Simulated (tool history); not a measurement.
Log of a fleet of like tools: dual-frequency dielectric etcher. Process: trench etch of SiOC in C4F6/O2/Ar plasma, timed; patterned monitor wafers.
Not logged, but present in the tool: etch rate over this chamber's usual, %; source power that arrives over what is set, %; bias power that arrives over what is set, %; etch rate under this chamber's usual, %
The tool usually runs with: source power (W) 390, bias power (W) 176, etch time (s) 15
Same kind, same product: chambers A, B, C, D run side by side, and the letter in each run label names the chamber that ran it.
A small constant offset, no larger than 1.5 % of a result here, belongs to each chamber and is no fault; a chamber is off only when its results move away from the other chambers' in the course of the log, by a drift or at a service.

run   hour  source power (W)  bias power (W)  etch time (s)  hours since the last wet clean  hours since the last source power generator calibration  hours since the last bias power generator calibration  read-back reference wafer on the same gauge, depth_nm  mean etch depth across the wafer (nm)
 1C     10               390             176             15                            24.4                                                   2558.1                                                  135.1                                                 25.602                                 30.593
      11.4  -- chamber D: wet clean of the chamber
 2A     16               390             176             15                           129.5                                                   2166.6                                                  274.6                                                 25.595                                 30.602
 3B   23.5               390             176             15                           245.6                                                   1552.3                                                   2588                                                 25.599                                  30.44
 4D   32.7               390             176             15                            21.3                                                   3047.7                                                 1822.6                                                 25.593                                 30.753
 5B   42.8               350             176             12                           264.9                                                   1571.6                                                 2607.3                                                 25.585                                 23.307
 6A   48.2               350             176             12                           161.7                                                   2198.8                                                  306.8                                                  25.58                                 23.462
 7C   55.9               350             176             12                            70.3                                                     2604                                                    181                                                 25.591                                 23.596
 8D   63.2               350             176             12                            51.8                                                   3078.2                                                 1853.1                                                 25.602                                 23.426
 9A   71.7               390             176             15                           185.2                                                   2222.3                                                  330.3                                                 25.594                                 30.679
10D   77.3               390             176             15                            65.9                                                   3092.3                                                 1867.2                                                 25.599                                 30.598
11B   87.6               390             176             15                           309.7                                                   1616.4                                                 2652.1                                                 25.584                                 30.294
12C   98.5               390             176             15                           112.9                                                   2646.6                                                  223.6                                                 25.608                                 30.758
       105  -- chamber C: source power generator calibrated
13C  106.4               390             176             15                           120.8                                                      1.4                                                  231.5                                                 25.621                                 30.653
14A  115.6               390             176             15                           229.1                                                   2266.2                                                  374.2                                                 25.581                                 30.576
15D  121.8               390             176             15                           110.4                                                   3136.8                                                 1911.7                                                 25.604                                 30.666
16B  132.6               390             176             15                           354.7                                                   1661.4                                                 2697.1                                                   25.6                                 30.294
17A  142.9               390             176             15                           256.4                                                   2293.5                                                  401.5                                                 25.593                                 30.696
18C  151.8               390             176             15                           166.2                                                     46.8                                                  276.9                                                 25.618                                 30.641
19D  163.9               390             176             15                           152.5                                                   3178.9                                                 1953.8                                                 25.582                                 30.612
20B  175.6               390             176             15                           397.7                                                   1704.4                                                 2740.1                                                 25.591                                 30.314
21B  184.6               390             176             15                           406.7                                                   1713.4                                                 2749.1                                                 25.609                                  30.37
22D  194.6               390             176             15                           183.2                                                   3209.6                                                 1984.5                                                 25.591                                 30.619
       198  -- chamber B: wet clean of the chamber
23C  202.3               390             176             15                           216.7                                                     97.3                                                  327.4                                                 25.602                                 30.543
24A  208.3               390             176             15                           321.8                                                   2358.9                                                  466.9                                                 25.585                                   30.7
25A  216.7               390             176             15                           330.2                                                   2367.3                                                  475.3                                                 25.584                                 30.626
26C  228.7               390             176             15                           243.1                                                    123.7                                                  353.8                                                 25.597                                 30.611
27D  236.3               390             176             15                           224.9                                                   3251.3                                                 2026.2                                                 25.603                                 30.675
28B  242.2               390             176             15                            44.2                                                     1771                                                 2806.7                                                 25.606                                 30.342
     247.1  -- chamber A: wet clean of the chamber
29D  250.3               390             194             19                           238.9                                                   3265.3                                                 2040.2                                                 25.614                                 39.958
30C  257.2               390             194             19                           271.6                                                    152.2                                                  382.3                                                 25.602                                 39.974
31B  266.1               390             194             19                            68.1                                                   1794.9                                                 2830.6                                                 25.609                                  39.65
32A  272.5               390             194             19                            25.5                                                   2423.1                                                  531.1                                                 25.608                                 39.914
33D  279.1               390             176             15                           267.7                                                   3294.1                                                   2069                                                 25.596                                  30.69
34A  289.5               390             176             15                            42.5                                                   2440.1                                                  548.1                                                 25.614                                 30.584
35C  296.6               390             176             15                             311                                                    191.6                                                  421.7                                                 25.602                                  30.75
36B  302.4               390             176             15                           104.4                                                   1831.2                                                 2866.9                                                   25.6                                 30.261
     308.8  -- chamber B: bias power generator calibrated
37B  309.5               390             176             15                           111.5                                                   1838.3                                                    0.8                                                 25.601                                 30.298
38D  315.6               390             176             15                           304.2                                                   3330.6                                                 2105.5                                                 25.608                                 30.665
39C  327.3               390             176             15                           341.7                                                    222.3                                                  452.4                                                 25.603                                 30.557

Decide between three cases: one chamber stands off from its peers, the gauge reading all wafers drifts, or nothing is wrong past each chamber's small offset. Where a chamber is off, say which and what most likely put it there.

Nothing is wrong: each chamber keeps only its own small, steady offset and the gauge holds still.
